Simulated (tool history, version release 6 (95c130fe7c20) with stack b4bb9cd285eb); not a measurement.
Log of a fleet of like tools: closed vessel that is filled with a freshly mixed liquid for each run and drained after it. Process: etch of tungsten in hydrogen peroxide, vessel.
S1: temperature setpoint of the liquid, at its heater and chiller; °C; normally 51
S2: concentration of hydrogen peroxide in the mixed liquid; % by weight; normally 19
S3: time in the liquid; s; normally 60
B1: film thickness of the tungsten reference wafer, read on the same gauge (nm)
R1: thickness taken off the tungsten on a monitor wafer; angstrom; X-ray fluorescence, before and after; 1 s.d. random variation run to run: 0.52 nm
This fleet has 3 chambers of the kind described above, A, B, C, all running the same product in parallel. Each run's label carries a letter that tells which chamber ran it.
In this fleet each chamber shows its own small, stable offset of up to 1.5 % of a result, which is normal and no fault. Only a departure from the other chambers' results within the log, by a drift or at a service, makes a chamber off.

run 1A hour=9.4 | S1=51 S2=19 S3=60 | B1=129.99 | R1=1208.5
run 2C hour=16.9 | S1=51 S2=19 S3=60 | B1=130.02 | R1=1210.7
run 3B hour=21.9 | S1=51 S2=19 S3=60 | B1=130 | R1=1175.4
run 4C hour=30.2 | S1=51 S2=19 S3=60 | B1=129.99 | R1=1207.2
run 5B hour=37.7 | S1=51 S2=19 S3=60 | B1=129.99 | R1=1176.6
run 6A hour=47.6 | S1=51 S2=19 S3=60 | B1=129.99 | R1=1190.5
run 7A hour=58.5 | S1=51 S2=19 S3=60 | B1=129.98 | R1=1196.6
run 8B hour=65.1 | S1=51 S2=19 S3=60 | B1=130 | R1=1176.3
run 9C hour=74.3 | S1=51 S2=19 S3=60 | B1=130 | R1=1211.9
run 10A hour=83.6 | S1=51 S2=19 S3=60 | B1=130.01 | R1=1193.3
run 11C hour=92.2 | S1=51 S2=15.5 S3=60 | B1=130 | R1=1082.3
run 12B hour=103 | S1=51 S2=15.5 S3=60 | B1=130 | R1=1066.1
-- hour=105.5 chamber C: thermometer replaced
run 13B hour=111.3 | S1=51 S2=15.5 S3=60 | B1=129.99 | R1=1068
run 14A hour=121.4 | S1=51 S2=19 S3=60 | B1=130.01 | R1=1156.1
run 15C hour=129.5 | S1=51 S2=19 S3=60 | B1=130.02 | R1=1205.4
run 16A hour=138.2 | S1=44.5 S2=19 S3=35 | B1=130 | R1=455.11
run 17B hour=147 | S1=44.5 S2=19 S3=35 | B1=130 | R1=457.79
run 18C hour=158 | S1=44.5 S2=19 S3=35 | B1=129.98 | R1=468.85
run 19B hour=167.8 | S1=51 S2=19 S3=60 | B1=129.99 | R1=1180.1
run 20A hour=173.8 | S1=51 S2=19 S3=60 | B1=130.01 | R1=1140.5

All 3 chambers run these settings next. Forecast each chamber's results:
run 21A hour=181.8 | S1=51 S2=19 S3=60 | R1=?
run 21B hour=181.8 | S1=51 S2=19 S3=60 | R1=?
run 21C hour=181.8 | S1=51 S2=19 S3=60 | R1=?

run=21A R1=1146.7
run=21B R1=1185.7
run=21C R1=1203.6

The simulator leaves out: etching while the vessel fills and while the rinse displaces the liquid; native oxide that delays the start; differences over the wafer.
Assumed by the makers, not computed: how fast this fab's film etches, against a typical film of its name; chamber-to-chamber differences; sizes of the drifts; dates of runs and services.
